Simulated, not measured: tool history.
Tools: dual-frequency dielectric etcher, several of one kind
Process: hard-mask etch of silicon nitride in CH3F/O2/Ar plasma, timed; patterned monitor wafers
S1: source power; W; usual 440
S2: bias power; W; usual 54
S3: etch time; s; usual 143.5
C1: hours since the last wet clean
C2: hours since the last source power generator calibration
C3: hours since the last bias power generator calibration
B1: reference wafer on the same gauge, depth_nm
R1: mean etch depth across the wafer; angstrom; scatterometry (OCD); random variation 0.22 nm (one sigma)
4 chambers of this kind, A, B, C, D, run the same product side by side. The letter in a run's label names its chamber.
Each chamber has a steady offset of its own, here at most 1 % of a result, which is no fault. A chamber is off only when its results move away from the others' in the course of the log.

{"run": "1B", "hour": 4.3, "S1": 440, "S2": 54, "S3": 143.5, "C1": 284.7, "C2": 1896.1, "C3": 3091.5, "B1": 105.5, "R1": 944.8}
{"run": "2C", "hour": 8.5, "S1": 440, "S2": 54, "S3": 143.5, "C1": 357.7, "C2": 27.2, "C3": 1539.7, "B1": 105.49, "R1": 947.58}
{"run": "3A", "hour": 11.9, "S1": 440, "S2": 54, "S3": 143.5, "C1": 425.7, "C2": 2200.6, "C3": 3733.5, "B1": 105.49, "R1": 943.98}
{"run": "4D", "hour": 17.6, "S1": 440, "S2": 54, "S3": 143.5, "C1": 74.6, "C2": 1529.3, "C3": 496.7, "B1": 105.51, "R1": 952.63}
{"run": "5A", "hour": 22.0, "S1": 360, "S2": 43, "S3": 143.5, "C1": 435.8, "C2": 2210.7, "C3": 3743.6, "B1": 105.51, "R1": 813.74}
{"run": "6B", "hour": 27.5, "S1": 360, "S2": 43, "S3": 143.5, "C1": 307.9, "C2": 1919.3, "C3": 3114.7, "B1": 105.47, "R1": 811.65}
{"run": "7C", "hour": 30.9, "S1": 360, "S2": 43, "S3": 143.5, "C1": 380.1, "C2": 49.6, "C3": 1562.1, "B1": 105.51, "R1": 818.15}
{"hour": 34.0, "done": "chamber B: wet clean of the chamber"}
{"run": "8D", "hour": 34.8, "S1": 360, "S2": 43, "S3": 143.5, "C1": 91.8, "C2": 1546.5, "C3": 513.9, "B1": 105.48, "R1": 819.8}
{"run": "9C", "hour": 40.2, "S1": 440, "S2": 54, "S3": 143.5, "C1": 389.4, "C2": 58.9, "C3": 1571.4, "B1": 105.5, "R1": 950.42}
{"run": "10D", "hour": 45.5, "S1": 440, "S2": 54, "S3": 143.5, "C1": 102.5, "C2": 1557.2, "C3": 524.6, "B1": 105.46, "R1": 952.79}
{"run": "11B", "hour": 49.5, "S1": 440, "S2": 54, "S3": 143.5, "C1": 15.5, "C2": 1941.3, "C3": 3136.7, "B1": 105.5, "R1": 942.9}
{"run": "12A", "hour": 55.0, "S1": 440, "S2": 54, "S3": 143.5, "C1": 468.8, "C2": 2243.7, "C3": 3776.6, "B1": 105.5, "R1": 941.9}
{"hour": 58.1, "done": "chamber C: wet clean of the chamber"}
{"run": "13D", "hour": 60.3, "S1": 440, "S2": 54, "S3": 143.5, "C1": 117.3, "C2": 1572, "C3": 539.4, "B1": 105.55, "R1": 950.27}
{"run": "14C", "hour": 66.0, "S1": 490, "S2": 54, "S3": 159.5, "C1": 7.9, "C2": 84.7, "C3": 1597.2, "B1": 105.47, "R1": 1100}
{"run": "15B", "hour": 72.6, "S1": 490, "S2": 54, "S3": 159.5, "C1": 38.6, "C2": 1964.4, "C3": 3159.8, "B1": 105.46, "R1": 1092.7}
{"run": "16A", "hour": 76.6, "S1": 490, "S2": 54, "S3": 159.5, "C1": 490.4, "C2": 2265.3, "C3": 3798.2, "B1": 105.59, "R1": 1092.7}
{"run": "17D", "hour": 80.6, "S1": 490, "S2": 54, "S3": 159.5, "C1": 137.6, "C2": 1592.3, "C3": 559.7, "B1": 105.51, "R1": 1100.9}
{"run": "18C", "hour": 84.0, "S1": 440, "S2": 54, "S3": 143.5, "C1": 25.9, "C2": 102.7, "C3": 1615.2, "B1": 105.43, "R1": 947.43}
{"run": "19A", "hour": 89.9, "S1": 440, "S2": 54, "S3": 143.5, "C1": 503.7, "C2": 2278.6, "C3": 3811.5, "B1": 105.5, "R1": 941.4}
{"run": "20B", "hour": 94.8, "S1": 440, "S2": 54, "S3": 143.5, "C1": 60.8, "C2": 1986.6, "C3": 3182, "B1": 105.48, "R1": 941.15}
{"run": "21B", "hour": 101.2, "S1": 440, "S2": 54, "S3": 143.5, "C1": 67.2, "C2": 1993, "C3": 3188.4, "B1": 105.56, "R1": 941.53}
{"run": "22D", "hour": 108.0, "S1": 340, "S2": 54, "S3": 143.5, "C1": 165, "C2": 1619.7, "C3": 587.1, "B1": 105.49, "R1": 856.61}
{"run": "23A", "hour": 112.1, "S1": 340, "S2": 54, "S3": 143.5, "C1": 525.9, "C2": 2300.8, "C3": 3833.7, "B1": 105.5, "R1": 854.11}
{"run": "24C", "hour": 119.1, "S1": 340, "S2": 54, "S3": 143.5, "C1": 61, "C2": 137.8, "C3": 1650.3, "B1": 105.51, "R1": 857.52}

All 4 chambers run these settings next. Forecast each chamber's results:
{"run": "25A", "hour": 124.5, "S1": 510, "S2": 54, "S3": 143.5, "R1": "?"}
{"run": "25B", "hour": 124.5, "S1": 510, "S2": 54, "S3": 143.5, "R1": "?"}
{"run": "25C", "hour": 124.5, "S1": 510, "S2": 54, "S3": 143.5, "R1": "?"}
{"run": "25D", "hour": 124.5, "S1": 510, "S2": 54, "S3": 143.5, "R1": "?"}

run=25A R1=993.5
run=25B R1=1000.4
run=25C R1=1009.7
run=25D R1=1007.3

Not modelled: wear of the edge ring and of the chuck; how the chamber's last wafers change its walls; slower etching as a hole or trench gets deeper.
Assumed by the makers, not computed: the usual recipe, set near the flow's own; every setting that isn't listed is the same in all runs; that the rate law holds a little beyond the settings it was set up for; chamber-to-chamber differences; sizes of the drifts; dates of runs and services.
